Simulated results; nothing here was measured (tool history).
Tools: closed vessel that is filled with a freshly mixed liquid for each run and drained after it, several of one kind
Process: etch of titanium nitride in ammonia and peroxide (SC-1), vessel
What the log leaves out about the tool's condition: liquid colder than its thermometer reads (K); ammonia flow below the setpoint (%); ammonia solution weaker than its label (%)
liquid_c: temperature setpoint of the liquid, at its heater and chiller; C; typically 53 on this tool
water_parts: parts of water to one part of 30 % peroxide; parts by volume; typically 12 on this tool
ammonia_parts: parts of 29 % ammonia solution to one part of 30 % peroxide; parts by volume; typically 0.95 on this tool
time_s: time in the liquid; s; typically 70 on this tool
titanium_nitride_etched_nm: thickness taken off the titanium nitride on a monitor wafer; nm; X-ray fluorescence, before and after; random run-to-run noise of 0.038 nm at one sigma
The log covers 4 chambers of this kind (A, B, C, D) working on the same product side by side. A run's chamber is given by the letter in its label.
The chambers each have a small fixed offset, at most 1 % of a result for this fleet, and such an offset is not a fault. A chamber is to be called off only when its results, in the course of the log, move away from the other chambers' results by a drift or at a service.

| run | hour | liquid_c | water_parts | ammonia_parts | time_s | hours since the thermometer was replaced | hours since the ammonia flow meter was replaced | hours since the drum of ammonia solution was connected | read-back film thickness of the titanium nitride reference wafer, read on the same gauge (nm) | titanium_nitride_etched_nm |
|---|---|---|---|---|---|---|---|---|---|---|
| 1C | 4.6 | 53 | 12 | 0.95 | 70 | 530.9 | 1289.4 | 18.6 | 110.00 | 8.0557 |
| 2B | 7.9 | 53 | 12 | 0.95 | 70 | 793.5 | 780.0 | 99.0 | 109.99 | 8.1630 |
| 3D | 10.6 | 53 | 12 | 0.95 | 70 | 1535.1 | 506.7 | 21.0 | 110.00 | 8.1675 |
| 4A | 15.0 | 53 | 12 | 0.95 | 70 | 729.3 | 1683.2 | 557.8 | 110.01 | 8.1555 |
| 5C | 19.4 | 53 | 12 | 0.95 | 70 | 545.7 | 1304.2 | 33.4 | 109.99 | 8.1487 |
| 6A | 24.0 | 53 | 12 | 0.95 | 70 | 738.3 | 1692.2 | 566.8 | 109.99 | 8.1457 |
| 7D | 27.3 | 53 | 12 | 0.95 | 70 | 1551.8 | 523.4 | 37.7 | 110.02 | 8.1156 |
| 8B | 31.2 | 53 | 12 | 0.95 | 70 | 816.8 | 803.3 | 122.3 | 109.98 | 8.0578 |
| 9D | 36.7 | 53 | 12 | 0.95 | 70 | 1561.2 | 532.8 | 47.1 | 110.02 | 8.1130 |
| 10C | 40.6 | 46 | 12 | 1.20 | 70 | 566.9 | 1325.4 | 54.6 | 109.99 | 5.1327 |
| 11A | 44.6 | 46 | 12 | 1.20 | 70 | 758.9 | 1712.8 | 587.4 | 110.01 | 5.2262 |
| 12B | 47.2 | 46 | 12 | 1.20 | 70 | 832.8 | 819.3 | 138.3 | 109.99 | 5.0392 |
|  | 51.3 | chamber C: thermometer replaced |
| 13B | 51.4 | 46 | 12 | 1.20 | 70 | 837.0 | 823.5 | 142.5 | 110.01 | 5.0088 |
| 14A | 55.9 | 53 | 12 | 0.55 | 90 | 770.2 | 1724.1 | 598.7 | 110.00 | 9.5536 |
| 15D | 61.2 | 53 | 12 | 0.55 | 90 | 1585.7 | 557.3 | 71.6 | 109.99 | 9.5894 |
| 16C | 63.7 | 53 | 12 | 0.55 | 90 | 12.4 | 1348.5 | 77.7 | 110.02 | 9.4975 |
| 17A | 67.5 | 53 | 12 | 0.55 | 90 | 781.8 | 1735.7 | 610.3 | 110.00 | 9.5586 |
| 18D | 71.1 | 53 | 12 | 0.95 | 70 | 1595.6 | 567.2 | 81.5 | 110.00 | 8.2002 |
| 19C | 73.6 | 53 | 12 | 0.95 | 70 | 22.3 | 1358.4 | 87.6 | 109.99 | 8.1744 |
| 20B | 76.6 | 53 | 12 | 0.95 | 70 | 862.2 | 848.7 | 167.7 | 110.00 | 7.8590 |
| 21D | 80.9 | 53 | 12 | 0.95 | 70 | 1605.4 | 577.0 | 91.3 | 109.99 | 8.0904 |
| 22B | 84.4 | 53 | 12 | 0.95 | 70 | 870.0 | 856.5 | 175.5 | 110.01 | 7.8130 |
| 23A | 88.1 | 53 | 12 | 0.95 | 70 | 802.4 | 1756.3 | 630.9 | 110.02 | 8.2392 |
| 24C | 93.1 | 53 | 12 | 0.95 | 70 | 41.8 | 1377.9 | 107.1 | 110.00 | 8.1295 |
| 25C | 97.0 | 53 | 12 | 0.95 | 70 | 45.7 | 1381.8 | 111.0 | 110.00 | 8.0848 |
| 26D | 101.9 | 53 | 12 | 0.95 | 70 | 1626.4 | 598.0 | 112.3 | 109.99 | 8.1314 |
| 27B | 106.3 | 53 | 12 | 0.95 | 70 | 891.9 | 878.4 | 197.4 | 109.98 | 7.7242 |

Is one chamber out of step, is the gauge drifting, or do the chambers differ by no more than their own small offsets? For an off chamber, give its letter and the likeliest cause.

One chamber, B, drifts off from the rest bit by bit.
Likeliest cause: liquid colder than its thermometer reads (K) = 0.773.

Below are 4 candidate recipes for chamber B's next run, each the usual settings with a change, their results shown as question marks. Which of them brings B's results back in line with what the other chambers give on the usual settings?
A result is in line if it is within this distance of the other chambers' mean on the usual settings: titanium_nitride_etched_nm 0.1300 nm
| 28B-1 | 110.3 | 54.5 | 12 | 0.95 | 70 |  |  |  |  | ? |
| 28B-2 | 110.3 | 51.5 | 12 | 0.95 | 70 |  |  |  |  | ? |
| 28B-3 | 110.3 | 53.0 | 11 | 0.95 | 70 |  |  |  |  | ? |
| 28B-4 | 110.3 | 53.0 | 12 | 0.70 | 70 |  |  |  |  | ? |

Other chambers, usual settings, mean: titanium_nitride_etched_nm 8.1285 nm
| run | titanium_nitride_etched_nm |
|---|---|
| 28B-1 | 8.5807 |
| 28B-2 | 6.9580 |
| 28B-3 | 8.0817 |
| 28B-4 | 7.3584 |
28B-3 puts the chamber back in line with the other chambers.

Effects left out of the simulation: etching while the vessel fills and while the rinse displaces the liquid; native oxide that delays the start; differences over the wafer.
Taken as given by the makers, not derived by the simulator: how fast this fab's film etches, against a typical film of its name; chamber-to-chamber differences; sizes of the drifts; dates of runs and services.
